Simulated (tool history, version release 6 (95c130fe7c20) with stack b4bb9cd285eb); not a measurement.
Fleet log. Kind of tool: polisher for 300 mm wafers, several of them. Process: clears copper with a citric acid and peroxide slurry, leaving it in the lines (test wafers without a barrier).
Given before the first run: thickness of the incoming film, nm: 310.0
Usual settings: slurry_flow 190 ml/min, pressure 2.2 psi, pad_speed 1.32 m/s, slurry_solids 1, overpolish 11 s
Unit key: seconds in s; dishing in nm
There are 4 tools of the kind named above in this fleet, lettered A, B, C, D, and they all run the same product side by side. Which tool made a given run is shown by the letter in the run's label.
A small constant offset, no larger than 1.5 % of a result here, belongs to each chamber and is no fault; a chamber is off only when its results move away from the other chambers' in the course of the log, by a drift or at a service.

run,hour,slurry_flow,pressure,pad_speed,slurry_solids,overpolish,wafers polished on this pad,hours since the slurry nozzle was cleaned,hours since the head pressure was calibrated,hours since the slurry blender was calibrated,seconds,dishing
# hour 0.1: chamber B: head pressure recalibrated
# hour 1.7: chamber A: worn pad replaced by a new one
1D,7.1,190,2.2,1.32,1,11,591,15.7,488.5,45.3,146.47,16.493
# hour 10: chamber B: worn pad replaced by a new one
2C,18.1,190,2.2,1.32,1,11,374,231.5,609.9,151.9,144.75,16.911
3B,28.5,190,2.2,1.32,1,11,122,247.8,28.4,147.5,147.23,16.125
4A,37.2,190,2.2,1.32,1,11,235,116.6,339.3,97.4,143.35,16.295
5B,46.8,220,2.2,1.32,1,11,243,266.1,46.7,165.8,145.94,16.511
6D,53.1,220,2.2,1.32,1,11,895,61.7,534.5,91.3,146.43,17.023
7C,59.4,220,2.2,1.32,1,11,647,272.8,651.2,193.2,143.28,16.798
# hour 62.8: chamber C: worn pad replaced by a new one
8A,64.7,220,2.2,1.32,1,11,417,144.1,366.8,124.9,144.5,17.184
9D,73.8,190,2.2,1.32,1,11,1032,82.4,555.2,112,147.17,16.955
# hour 82.2: chamber B: worn pad replaced by a new one
10B,84,190,2.2,0.9,1.15,11,12,303.3,83.9,203,202.88,11.808
11A,89.2,190,2.2,0.9,1.15,11,579,168.6,391.3,149.4,212.57,11.929
12C,97.2,190,2.2,0.9,1.15,11,228,310.6,689,231,211.7,12.201
13C,105.2,190,2.2,0.9,1.15,11,281,318.6,697,239,206.47,12.147
14D,114.5,190,2.2,1.32,1,11,1302,123.1,595.9,152.7,151.67,16.273
15B,120.8,190,2.2,1.32,1,11,255,340.1,120.7,239.8,143.76,16.4
# hour 122.9: chamber B: slurry blender recalibrated
16A,128.8,190,2.2,1.32,1,14,841,208.2,430.9,189,148.77,20.626
17B,140,190,2.2,1.32,1,14,383,359.3,139.9,17.1,148.83,20.403
18D,146.7,190,2.2,1.32,1,14,1515,155.3,628.1,184.9,153.99,20.573
# hour 155.8: chamber C: slurry nozzle cleaned
19C,156,190,2.2,1.32,1,14,617,0.2,747.8,289.8,148.81,20.461
# hour 157.2: chamber D: worn pad replaced by a new one
20A,162.7,190,2.2,1.32,1,11,1066,242.1,464.8,222.9,145.05,16.635
# hour 165.3: chamber B: worn pad replaced by a new one
# hour 168.2: chamber C: worn pad replaced by a new one
21B,173.6,190,2.2,1.32,1,11,55,392.9,173.5,50.7,147.65,16.715
# hour 180.5: chamber A: worn pad replaced by a new one
22A,181.6,190,2.2,1.32,1,11,7,261,483.7,241.8,146.07,16.797
23D,189.7,190,2.2,1.32,1,11,215,198.3,671.1,227.9,154.73,16.122
24C,194.5,190,2.2,1.32,1,11,174,38.7,786.3,328.3,147.95,16.691
25D,201.3,190,2.2,1.32,1.2,11,291,209.9,682.7,239.5,150.68,16.793
26B,206.2,190,2.2,1.32,1.2,11,270,425.5,206.1,83.3,142.68,17.657
27C,211.2,190,2.2,1.32,1.2,11,285,55.4,803,345,142.39,17.062
28A,219,190,2.2,1.32,1.2,11,255,298.4,521.1,279.2,142.01,16.615
29A,224.1,190,2.2,1.32,1,11,289,303.5,526.2,284.3,149.98,16.994
30C,233.6,190,2.7,1.32,0.9,11,433,77.8,825.4,367.4,121.12,20.027
# hour 235.9: chamber B: worn pad replaced by a new one
31B,239.9,190,2.7,1.32,0.9,11,26,459.2,239.8,117,121.78,19.483
32D,247.8,190,2.7,1.32,0.9,11,599,256.4,729.2,286,137.24,18.314
33B,259,190,2.7,1.32,0.9,11,153,478.3,258.9,136.1,121.27,19.956

All chambers now run identical settings, listed one chamber a line with results as question marks. What results will each chamber show?
34A,267,190,2.2,1.32,1,4,,,,,?,?
34B,267,190,2.2,1.32,1,4,,,,,?,?
34C,267,190,2.2,1.32,1,4,,,,,?,?
34D,267,190,2.2,1.32,1,4,,,,,?,?

run,seconds,dishing
34A,147.54,6.362
34B,149.75,6.2975
34C,148.27,6.2338
34D,164.12,6.0474
